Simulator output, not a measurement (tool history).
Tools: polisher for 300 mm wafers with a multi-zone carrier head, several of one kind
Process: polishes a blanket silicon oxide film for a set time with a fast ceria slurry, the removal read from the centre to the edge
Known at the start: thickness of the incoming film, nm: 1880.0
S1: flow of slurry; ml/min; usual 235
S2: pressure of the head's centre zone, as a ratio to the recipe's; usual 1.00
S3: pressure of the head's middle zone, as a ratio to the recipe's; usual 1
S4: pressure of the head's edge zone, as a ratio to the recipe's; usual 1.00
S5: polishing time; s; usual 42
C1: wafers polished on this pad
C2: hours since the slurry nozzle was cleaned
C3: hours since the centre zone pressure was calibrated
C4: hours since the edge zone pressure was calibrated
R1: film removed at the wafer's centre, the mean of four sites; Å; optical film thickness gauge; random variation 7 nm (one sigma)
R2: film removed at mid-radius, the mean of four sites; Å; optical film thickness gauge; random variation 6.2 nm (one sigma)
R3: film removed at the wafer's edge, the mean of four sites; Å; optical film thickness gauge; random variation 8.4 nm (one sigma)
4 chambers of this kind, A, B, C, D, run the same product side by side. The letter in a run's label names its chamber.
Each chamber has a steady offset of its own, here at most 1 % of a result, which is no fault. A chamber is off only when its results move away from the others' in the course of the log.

{"run": "1B", "hour": 8.4, "S1": 235, "S2": 1.0, "S3": 1, "S4": 1.0, "S5": 42, "C1": 919, "C2": 217.7, "C3": 22.8, "C4": 124.4, "R1": 6216.8, "R2": 6120.5, "R3": 6096.8}
{"hour": 11.6, "done": "chamber C: worn pad replaced by a new one"}
{"run": "2A", "hour": 16.0, "S1": 235, "S2": 1.0, "S3": 1, "S4": 1.0, "S5": 42, "C1": 1204, "C2": 329.4, "C3": 180.4, "C4": 944.8, "R1": 6233.1, "R2": 6135.8, "R3": 6208.0}
{"hour": 16.7, "done": "chamber B: slurry nozzle cleaned"}
{"hour": 25.0, "done": "chamber A: worn pad replaced by a new one"}
{"run": "3C", "hour": 27.6, "S1": 235, "S2": 1.0, "S3": 1, "S4": 1.0, "S5": 42, "C1": 270, "C2": 525.5, "C3": 444.1, "C4": 161.2, "R1": 6200.7, "R2": 6166.2, "R3": 6151.7}
{"run": "4D", "hour": 37.9, "S1": 235, "S2": 1.0, "S3": 1, "S4": 1.0, "S5": 42, "C1": 979, "C2": 122.0, "C3": 754.3, "C4": 64.1, "R1": 6161.2, "R2": 6239.6, "R3": 6261.1}
{"hour": 42.7, "done": "chamber B: worn pad replaced by a new one"}
{"run": "5D", "hour": 48.5, "S1": 235, "S2": 1.0, "S3": 1, "S4": 1.0, "S5": 42, "C1": 1157, "C2": 132.6, "C3": 764.9, "C4": 74.7, "R1": 6094.3, "R2": 6280.9, "R3": 6130.2}
{"hour": 51.4, "done": "chamber D: worn pad replaced by a new one"}
{"run": "6A", "hour": 55.3, "S1": 235, "S2": 1.0, "S3": 1, "S4": 1.0, "S5": 42, "C1": 510, "C2": 368.7, "C3": 219.7, "C4": 984.1, "R1": 6287.0, "R2": 6171.2, "R3": 6242.1}
{"run": "7B", "hour": 63.1, "S1": 235, "S2": 1.0, "S3": 1, "S4": 1.0, "S5": 42, "C1": 343, "C2": 46.4, "C3": 77.5, "C4": 179.1, "R1": 6197.5, "R2": 6191.7, "R3": 5997.5}
{"run": "8C", "hour": 71.2, "S1": 235, "S2": 1.0, "S3": 1, "S4": 1.0, "S5": 42, "C1": 1003, "C2": 569.1, "C3": 487.7, "C4": 204.8, "R1": 6139.3, "R2": 6222.7, "R3": 6181.5}
{"run": "9C", "hour": 80.4, "S1": 235, "S2": 1.0, "S3": 1, "S4": 1.0, "S5": 42, "C1": 1158, "C2": 578.3, "C3": 496.9, "C4": 214.0, "R1": 6247.0, "R2": 6175.7, "R3": 6273.9}
{"run": "10D", "hour": 88.5, "S1": 235, "S2": 1.0, "S3": 1, "S4": 1.0, "S5": 42, "C1": 625, "C2": 172.6, "C3": 804.9, "C4": 114.7, "R1": 6193.9, "R2": 6232.7, "R3": 6223.5}
{"hour": 93.2, "done": "chamber A: worn pad replaced by a new one"}
{"hour": 95.7, "done": "chamber C: worn pad replaced by a new one"}
{"run": "11B", "hour": 97.0, "S1": 235, "S2": 1.0, "S3": 1, "S4": 1.0, "S5": 42, "C1": 913, "C2": 80.3, "C3": 111.4, "C4": 213.0, "R1": 6313.9, "R2": 6124.6, "R3": 6041.4}
{"run": "12A", "hour": 103.9, "S1": 235, "S2": 1.0, "S3": 1, "S4": 1.0, "S5": 42, "C1": 180, "C2": 417.3, "C3": 268.3, "C4": 1032.7, "R1": 6211.9, "R2": 6259.6, "R3": 6312.3}
{"run": "13B", "hour": 114.9, "S1": 235, "S2": 1.08, "S3": 1, "S4": 1.0, "S5": 42, "C1": 1214, "C2": 98.2, "C3": 129.3, "C4": 230.9, "R1": 6722.9, "R2": 6153.9, "R3": 6200.8}
{"hour": 120.6, "done": "chamber B: worn pad replaced by a new one"}
{"hour": 124.0, "done": "chamber D: centre zone pressure recalibrated"}
{"run": "14C", "hour": 125.4, "S1": 235, "S2": 1.08, "S3": 1, "S4": 1.0, "S5": 42, "C1": 500, "C2": 623.3, "C3": 541.9, "C4": 259.0, "R1": 6714.7, "R2": 6342.1, "R3": 6254.4}
{"hour": 133.2, "done": "chamber D: worn pad replaced by a new one"}
{"run": "15D", "hour": 136.9, "S1": 235, "S2": 1.08, "S3": 1, "S4": 1.0, "S5": 42, "C1": 62, "C2": 221.0, "C3": 12.9, "C4": 163.1, "R1": 6795.9, "R2": 6227.7, "R3": 6214.3}
{"run": "16A", "hour": 145.5, "S1": 235, "S2": 1.08, "S3": 1, "S4": 1.0, "S5": 42, "C1": 879, "C2": 458.9, "C3": 309.9, "C4": 1074.3, "R1": 6668.2, "R2": 6118.3, "R3": 6225.5}
{"run": "17C", "hour": 151.5, "S1": 235, "S2": 1.0, "S3": 1, "S4": 1.0, "S5": 42, "C1": 938, "C2": 649.4, "C3": 568.0, "C4": 285.1, "R1": 6233.0, "R2": 6221.1, "R3": 6390.8}
{"hour": 155.5, "done": "chamber C: centre zone pressure recalibrated"}
{"run": "18A", "hour": 158.7, "S1": 235, "S2": 1.0, "S3": 1, "S4": 1.0, "S5": 42, "C1": 1101, "C2": 472.1, "C3": 323.1, "C4": 1087.5, "R1": 6160.9, "R2": 6056.4, "R3": 6109.3}
{"hour": 158.8, "done": "chamber A: worn pad replaced by a new one"}
{"run": "19D", "hour": 165.4, "S1": 235, "S2": 1.0, "S3": 1, "S4": 1.0, "S5": 42, "C1": 541, "C2": 249.5, "C3": 41.4, "C4": 191.6, "R1": 6186.5, "R2": 6281.9, "R3": 6309.1}
{"run": "20B", "hour": 176.1, "S1": 235, "S2": 1.0, "S3": 1, "S4": 1.0, "S5": 42, "C1": 934, "C2": 159.4, "C3": 190.5, "C4": 292.1, "R1": 6173.8, "R2": 6212.9, "R3": 6156.8}
{"hour": 176.5, "done": "chamber C: worn pad replaced by a new one"}
{"run": "21C", "hour": 187.9, "S1": 235, "S2": 1.0, "S3": 1, "S4": 1.0, "S5": 42, "C1": 192, "C2": 685.8, "C3": 32.5, "C4": 321.5, "R1": 6184.7, "R2": 6283.1, "R3": 6187.1}
{"hour": 190.9, "done": "chamber B: worn pad replaced by a new one"}
{"run": "22A", "hour": 197.1, "S1": 235, "S2": 1.0, "S3": 1, "S4": 1.0, "S5": 42, "C1": 644, "C2": 510.5, "C3": 361.5, "C4": 1125.9, "R1": 6237.9, "R2": 6179.8, "R3": 6318.7}
{"run": "23D", "hour": 205.6, "S1": 235, "S2": 1.0, "S3": 1, "S4": 0.9, "S5": 42, "C1": 1217, "C2": 289.7, "C3": 81.6, "C4": 231.8, "R1": 6136.5, "R2": 6224.5, "R3": 5928.1}
{"run": "24B", "hour": 210.9, "S1": 235, "S2": 1.0, "S3": 1, "S4": 0.9, "S5": 42, "C1": 337, "C2": 194.2, "C3": 225.3, "C4": 326.9, "R1": 6080.9, "R2": 6148.7, "R3": 5813.5}
{"run": "25A", "hour": 216.1, "S1": 235, "S2": 1.0, "S3": 1, "S4": 0.9, "S5": 42, "C1": 963, "C2": 529.5, "C3": 380.5, "C4": 1144.9, "R1": 6233.0, "R2": 6206.4, "R3": 5963.5}
{"hour": 216.4, "done": "chamber D: worn pad replaced by a new one"}
{"hour": 222.2, "done": "chamber A: worn pad replaced by a new one"}
{"run": "26B", "hour": 224.5, "S1": 235, "S2": 1.0, "S3": 1, "S4": 0.9, "S5": 42, "C1": 566, "C2": 207.8, "C3": 238.9, "C4": 340.5, "R1": 6058.1, "R2": 6167.5, "R3": 5836.6}
{"run": "27C", "hour": 234.5, "S1": 180, "S2": 1.0, "S3": 1, "S4": 1.0, "S5": 42, "C1": 976, "C2": 732.4, "C3": 79.1, "C4": 368.1, "R1": 5953.5, "R2": 6078.2, "R3": 6064.4}
{"hour": 243.5, "done": "chamber C: worn pad replaced by a new one"}
{"run": "28D", "hour": 244.0, "S1": 180, "S2": 1.0, "S3": 1, "S4": 1.0, "S5": 42, "C1": 464, "C2": 328.1, "C3": 120.0, "C4": 270.2, "R1": 5904.3, "R2": 5922.8, "R3": 6051.0}
{"run": "29A", "hour": 251.0, "S1": 180, "S2": 1.0, "S3": 1, "S4": 1.0, "S5": 42, "C1": 484, "C2": 564.4, "C3": 415.4, "C4": 1179.8, "R1": 5928.6, "R2": 5967.7, "R3": 6180.7}
{"run": "30B", "hour": 257.3, "S1": 180, "S2": 1.0, "S3": 1, "S4": 1.0, "S5": 42, "C1": 1117, "C2": 240.6, "C3": 271.7, "C4": 373.3, "R1": 5915.3, "R2": 5862.7, "R3": 5903.0}
{"hour": 263.7, "done": "chamber B: centre zone pressure recalibrated"}
{"hour": 264.5, "done": "chamber B: slurry nozzle cleaned"}
{"run": "31C", "hour": 266.3, "S1": 235, "S2": 1.0, "S3": 1, "S4": 1.0, "S5": 42, "C1": 384, "C2": 764.2, "C3": 110.9, "C4": 399.9, "R1": 6179.2, "R2": 6269.4, "R3": 6221.8}
{"hour": 272.4, "done": "chamber B: worn pad replaced by a new one"}
{"run": "32D", "hour": 277.5, "S1": 235, "S2": 1.0, "S3": 1, "S4": 1.0, "S5": 42, "C1": 1027, "C2": 361.6, "C3": 153.5, "C4": 303.7, "R1": 6115.1, "R2": 6202.5, "R3": 6162.7}
{"hour": 279.0, "done": "chamber D: worn pad replaced by a new one"}
{"hour": 281.5, "done": "chamber A: edge zone pressure recalibrated"}
{"run": "33D", "hour": 285.4, "S1": 235, "S2": 1.0, "S3": 1, "S4": 1.0, "S5": 42, "C1": 108, "C2": 369.5, "C3": 161.4, "C4": 311.6, "R1": 6237.5, "R2": 6310.7, "R3": 6183.4}
{"run": "34A", "hour": 291.9, "S1": 235, "S2": 1.0, "S3": 1, "S4": 1.0, "S5": 42, "C1": 1172, "C2": 605.3, "C3": 456.3, "C4": 10.5, "R1": 6350.3, "R2": 6166.7, "R3": 6331.9}
{"hour": 295.6, "done": "chamber A: worn pad replaced by a new one"}
{"run": "35C", "hour": 300.5, "S1": 235, "S2": 1.0, "S3": 1, "S4": 1.0, "S5": 42, "C1": 959, "C2": 798.4, "C3": 145.1, "C4": 434.1, "R1": 6147.4, "R2": 6306.4, "R3": 6257.9}
{"run": "36B", "hour": 306.0, "S1": 235, "S2": 1.0, "S3": 1, "S4": 1.0, "S5": 42, "C1": 566, "C2": 41.5, "C3": 42.4, "C4": 422.0, "R1": 6320.8, "R2": 6122.7, "R3": 6236.6}
{"hour": 306.4, "done": "chamber C: worn pad replaced by a new one"}
{"run": "37C", "hour": 313.2, "S1": 235, "S2": 1.0, "S3": 1, "S4": 1.0, "S5": 42, "C1": 114, "C2": 811.1, "C3": 157.8, "C4": 446.8, "R1": 6229.4, "R2": 6269.7, "R3": 6247.1}
{"hour": 313.9, "done": "chamber A: centre zone pressure recalibrated"}
{"run": "38A", "hour": 323.9, "S1": 235, "S2": 1.0, "S3": 1, "S4": 1.0, "S5": 42, "C1": 476, "C2": 637.3, "C3": 10.0, "C4": 42.5, "R1": 6204.2, "R2": 6182.5, "R3": 6138.9}
{"run": "39B", "hour": 332.2, "S1": 235, "S2": 1.0, "S3": 1, "S4": 1.0, "S5": 42, "C1": 1006, "C2": 67.7, "C3": 68.6, "C4": 448.2, "R1": 6210.3, "R2": 6211.0, "R3": 6203.7}
{"run": "40D", "hour": 338.2, "S1": 235, "S2": 1.0, "S3": 1, "S4": 1.0, "S5": 42, "C1": 996, "C2": 422.3, "C3": 214.2, "C4": 364.4, "R1": 6208.6, "R2": 6229.0, "R3": 6192.9}
{"hour": 342.1, "done": "chamber B: worn pad replaced by a new one"}
{"run": "41C", "hour": 348.8, "S1": 235, "S2": 1.0, "S3": 1, "S4": 1.0, "S5": 42, "C1": 713, "C2": 846.7, "C3": 193.4, "C4": 482.4, "R1": 6098.7, "R2": 6309.7, "R3": 6117.6}
{"hour": 351.4, "done": "chamber D: worn pad replaced by a new one"}
{"run": "42A", "hour": 355.7, "S1": 235, "S2": 1.0, "S3": 1, "S4": 1.0, "S5": 42, "C1": 1011, "C2": 669.1, "C3": 41.8, "C4": 74.3, "R1": 6227.5, "R2": 6150.4, "R3": 6159.3}
{"run": "43B", "hour": 361.8, "S1": 235, "S2": 0.96, "S3": 1, "S4": 0.92, "S5": 42, "C1": 332, "C2": 97.3, "C3": 98.2, "C4": 477.8, "R1": 5977.5, "R2": 6241.7, "R3": 5858.6}
{"run": "44D", "hour": 366.9, "S1": 235, "S2": 0.96, "S3": 1, "S4": 0.92, "S5": 42, "C1": 261, "C2": 451.0, "C3": 242.9, "C4": 393.1, "R1": 5976.2, "R2": 6171.0, "R3": 5976.9}

Is one chamber off against the others, does the gauge drift, or is nothing wrong? If a chamber is off, say which, and what the likeliest cause is.

No chamber stands off beyond its own small offset, and the gauge holds steady.
